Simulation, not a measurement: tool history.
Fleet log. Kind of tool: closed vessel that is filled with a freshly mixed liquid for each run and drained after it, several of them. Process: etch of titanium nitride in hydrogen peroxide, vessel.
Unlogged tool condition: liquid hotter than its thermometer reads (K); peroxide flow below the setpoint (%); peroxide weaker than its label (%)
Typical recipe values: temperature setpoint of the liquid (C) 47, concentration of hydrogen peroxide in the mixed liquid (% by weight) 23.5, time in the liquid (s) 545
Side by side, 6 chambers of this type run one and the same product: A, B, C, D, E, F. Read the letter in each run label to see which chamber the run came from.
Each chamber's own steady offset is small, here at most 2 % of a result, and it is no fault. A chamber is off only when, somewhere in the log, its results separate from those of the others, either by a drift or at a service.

| run | hour | temperature setpoint of the liquid (C) | concentration of hydrogen peroxide in the mixed liquid (% by weight) | time in the liquid (s) | hours since the thermometer was replaced | hours since the peroxide flow meter was replaced | hours since the drum of peroxide was connected | read-back film thickness of the titanium nitride reference wafer, read on the same gauge (nm) | thickness taken off the titanium nitride on a monitor wafer (nm) |
|---|---|---|---|---|---|---|---|---|---|
| 1F | 12.0 | 47 | 23.5 | 545 | 737.5 | 1002.3 | 812.7 | 59.994 | 13.999 |
| 2D | 19.4 | 47 | 23.5 | 545 | 1755.1 | 224.9 | 863.7 | 59.978 | 14.150 |
| 3C | 25.5 | 47 | 23.5 | 545 | 639.3 | 584.9 | 362.5 | 60.019 | 13.890 |
| 4E | 38.2 | 47 | 23.5 | 545 | 1568.4 | 260.2 | 58.2 | 60.016 | 13.920 |
| 5B | 51.1 | 47 | 23.5 | 545 | 997.4 | 658.6 | 1244.8 | 59.981 | 13.853 |
| 6A | 57.3 | 47 | 23.5 | 545 | 260.9 | 1749.7 | 310.8 | 59.995 | 14.027 |
| 7B | 66.3 | 47 | 23.5 | 545 | 1012.6 | 673.8 | 1260.0 | 60.032 | 13.713 |
| 8D | 74.4 | 47 | 23.5 | 545 | 1810.1 | 279.9 | 918.7 | 60.037 | 13.950 |
| 9C | 84.9 | 47 | 23.5 | 545 | 698.7 | 644.3 | 421.9 | 60.040 | 14.015 |
| 10F | 91.4 | 47 | 23.5 | 545 | 816.9 | 1081.7 | 892.1 | 59.955 | 13.901 |
| 11A | 103.2 | 47 | 23.5 | 545 | 306.8 | 1795.6 | 356.7 | 59.985 | 14.112 |
| 12E | 111.6 | 47 | 23.5 | 545 | 1641.8 | 333.6 | 131.6 | 59.961 | 13.943 |
| 13D | 124.5 | 47 | 23.5 | 545 | 1860.2 | 330.0 | 968.8 | 60.009 | 14.130 |
| 14E | 137.7 | 47 | 23.5 | 545 | 1667.9 | 359.7 | 157.7 | 59.962 | 14.039 |
| 15F | 147.6 | 47 | 23.5 | 545 | 873.1 | 1137.9 | 948.3 | 59.981 | 13.763 |
| 16C | 155.7 | 47 | 23.5 | 545 | 769.5 | 715.1 | 492.7 | 59.992 | 13.752 |
| 17A | 163.7 | 47 | 23.5 | 545 | 367.3 | 1856.1 | 417.2 | 59.976 | 13.906 |
| 18B | 174.6 | 47 | 23.5 | 545 | 1120.9 | 782.1 | 1368.3 | 60.006 | 13.561 |
|  | 178.5 | chamber A: peroxide flow meter replaced |
| 19F | 186.3 | 47 | 23.5 | 545 | 911.8 | 1176.6 | 987.0 | 59.976 | 13.811 |
| 20D | 192.4 | 47 | 23.5 | 705 | 1928.1 | 397.9 | 1036.7 | 60.016 | 18.168 |
| 21C | 203.8 | 47 | 23.5 | 705 | 817.6 | 763.2 | 540.8 | 59.988 | 17.780 |
| 22A | 212.5 | 47 | 23.5 | 705 | 416.1 | 34.1 | 466.0 | 60.033 | 18.275 |
| 23B | 221.8 | 47 | 23.5 | 705 | 1168.1 | 829.3 | 1415.5 | 60.010 | 17.716 |
| 24E | 228.8 | 47 | 23.5 | 705 | 1759.0 | 450.8 | 248.8 | 60.035 | 18.109 |
|  | 230.3 | chamber F: new drum of peroxide connected |
| 25D | 238.3 | 47 | 23.5 | 705 | 1974.0 | 443.8 | 1082.6 | 60.006 | 18.041 |
| 26A | 244.4 | 47 | 23.5 | 545 | 448.0 | 66.0 | 497.9 | 60.007 | 14.154 |
| 27C | 251.5 | 47 | 23.5 | 545 | 865.3 | 810.9 | 588.5 | 60.029 | 13.882 |
| 28E | 260.0 | 47 | 23.5 | 545 | 1790.2 | 482.0 | 280.0 | 60.009 | 13.786 |
| 29B | 268.1 | 47 | 23.5 | 545 | 1214.4 | 875.6 | 1461.8 | 59.988 | 13.942 |
| 30F | 277.1 | 47 | 23.5 | 545 | 1002.6 | 1267.4 | 46.8 | 60.004 | 13.726 |
| 31B | 283.9 | 47 | 23.5 | 545 | 1230.2 | 891.4 | 1477.6 | 59.968 | 13.723 |
| 32F | 294.4 | 47 | 30.0 | 545 | 1019.9 | 1284.7 | 64.1 | 59.995 | 14.507 |
| 33A | 307.2 | 47 | 30.0 | 545 | 510.8 | 128.8 | 560.7 | 59.984 | 14.962 |
|  | 309.9 | chamber D: new drum of peroxide connected |
| 34C | 320.1 | 47 | 30.0 | 545 | 933.9 | 879.5 | 657.1 | 59.977 | 14.757 |
| 35D | 331.4 | 47 | 30.0 | 545 | 2067.1 | 536.9 | 21.6 | 60.010 | 14.818 |
| 36E | 339.1 | 47 | 30.0 | 545 | 1869.3 | 561.1 | 359.1 | 60.027 | 14.647 |

Predict what each chamber gives when all 6 of them run the settings below next.
| 37A | 348.8 | 47 | 23.5 | 545 |  |  |  |  | ? |
| 37B | 348.8 | 47 | 23.5 | 545 |  |  |  |  | ? |
| 37C | 348.8 | 47 | 23.5 | 545 |  |  |  |  | ? |
| 37D | 348.8 | 47 | 23.5 | 545 |  |  |  |  | ? |
| 37E | 348.8 | 47 | 23.5 | 545 |  |  |  |  | ? |
| 37F | 348.8 | 47 | 23.5 | 545 |  |  |  |  | ? |

| run | thickness taken off the titanium nitride on a monitor wafer (nm) |
|---|---|
| 37A | 14.152 |
| 37B | 13.745 |
| 37C | 14.156 |
| 37D | 14.027 |
| 37E | 13.772 |
| 37F | 13.730 |

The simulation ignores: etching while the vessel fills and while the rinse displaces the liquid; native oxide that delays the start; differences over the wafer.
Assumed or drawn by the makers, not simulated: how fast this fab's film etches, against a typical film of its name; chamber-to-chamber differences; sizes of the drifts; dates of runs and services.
